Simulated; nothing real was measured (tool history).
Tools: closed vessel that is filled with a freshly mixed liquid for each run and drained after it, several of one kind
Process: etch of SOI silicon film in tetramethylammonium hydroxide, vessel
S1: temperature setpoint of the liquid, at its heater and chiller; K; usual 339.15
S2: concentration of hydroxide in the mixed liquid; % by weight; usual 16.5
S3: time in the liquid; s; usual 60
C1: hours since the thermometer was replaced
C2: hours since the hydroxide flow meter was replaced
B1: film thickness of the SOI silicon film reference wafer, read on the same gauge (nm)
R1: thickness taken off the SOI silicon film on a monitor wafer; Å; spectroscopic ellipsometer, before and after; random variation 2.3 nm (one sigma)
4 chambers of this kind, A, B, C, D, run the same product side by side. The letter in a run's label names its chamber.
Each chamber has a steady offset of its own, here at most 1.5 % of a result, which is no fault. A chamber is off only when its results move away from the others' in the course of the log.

run 1D hour=5.7 | S1=339.15 S2=16.5 S3=60 | C1=1872.3 C2=693.3 | B1=99.992 | R1=2723.5
run 2B hour=14.3 | S1=339.15 S2=16.5 S3=60 | C1=239.2 C2=644.5 | B1=100.03 | R1=2713.6
run 3C hour=22.7 | S1=339.15 S2=16.5 S3=60 | C1=2691.9 C2=194.3 | B1=100 | R1=2705
run 4A hour=31.5 | S1=339.15 S2=16.5 S3=60 | C1=377 C2=489.2 | B1=100.02 | R1=2644.8
run 5B hour=37.2 | S1=339.15 S2=16.5 S3=60 | C1=262.1 C2=667.4 | B1=99.998 | R1=2745.7
run 6C hour=41.6 | S1=339.15 S2=16.5 S3=60 | C1=2710.8 C2=213.2 | B1=100.03 | R1=2683.7
run 7D hour=46.9 | S1=333.65 S2=14 S3=60 | C1=1913.5 C2=734.5 | B1=100.01 | R1=2120.7
run 8A hour=52 | S1=333.65 S2=14 S3=60 | C1=397.5 C2=509.7 | B1=100 | R1=2075.6
run 9A hour=59.8 | S1=333.65 S2=14 S3=60 | C1=405.3 C2=517.5 | B1=99.984 | R1=2037.1
run 10B hour=66.5 | S1=333.65 S2=14 S3=60 | C1=291.4 C2=696.7 | B1=99.995 | R1=2069.1
run 11C hour=75 | S1=339.15 S2=16.5 S3=60 | C1=2744.2 C2=246.6 | B1=99.973 | R1=2687.2
run 12D hour=82.7 | S1=339.15 S2=16.5 S3=60 | C1=1949.3 C2=770.3 | B1=99.976 | R1=2766.1
run 13D hour=89.3 | S1=343.65 S2=16.5 S3=60 | C1=1955.9 C2=776.9 | B1=100.01 | R1=3553.1
-- hour=90.4 chamber C: thermometer replaced
run 14A hour=95.8 | S1=343.65 S2=16.5 S3=60 | C1=441.3 C2=553.5 | B1=100.02 | R1=3506.4
run 15B hour=100.3 | S1=343.65 S2=16.5 S3=60 | C1=325.2 C2=730.5 | B1=100.02 | R1=3633.3
run 16C hour=104.2 | S1=343.65 S2=16.5 S3=60 | C1=13.9 C2=275.8 | B1=100.01 | R1=3528.9
run 17A hour=111.2 | S1=339.15 S2=16.5 S3=60 | C1=456.7 C2=568.9 | B1=99.997 | R1=2703.5
run 18C hour=117.3 | S1=339.15 S2=16.5 S3=60 | C1=27 C2=288.9 | B1=100 | R1=2712
run 19D hour=125.7 | S1=339.15 S2=16.5 S3=45 | C1=1992.3 C2=813.3 | B1=100.01 | R1=2046.3
run 20B hour=134.1 | S1=339.15 S2=16.5 S3=45 | C1=359 C2=764.3 | B1=99.997 | R1=2149.5
run 21C hour=139.5 | S1=339.15 S2=16.5 S3=45 | C1=49.2 C2=311.1 | B1=100 | R1=2007.2
run 22A hour=144.9 | S1=339.15 S2=16.5 S3=45 | C1=490.4 C2=602.6 | B1=99.971 | R1=2032.3
run 23D hour=152.3 | S1=339.15 S2=16.5 S3=60 | C1=2018.9 C2=839.9 | B1=100.01 | R1=2748.7
run 24B hour=158.2 | S1=339.15 S2=16.5 S3=60 | C1=383.1 C2=788.4 | B1=100 | R1=2904
run 25D hour=163.7 | S1=339.15 S2=16.5 S3=60 | C1=2030.3 C2=851.3 | B1=100.01 | R1=2759

Next, every chamber runs the same settings. What will each give?
run 26A hour=170.2 | S1=339.15 S2=20.5 S3=60 | R1=?
run 26B hour=170.2 | S1=339.15 S2=20.5 S3=60 | R1=?
run 26C hour=170.2 | S1=339.15 S2=20.5 S3=60 | R1=?
run 26D hour=170.2 | S1=339.15 S2=20.5 S3=60 | R1=?

run=26A R1=2439.9
run=26B R1=2716.8
run=26C R1=2499.1
run=26D R1=2500.3
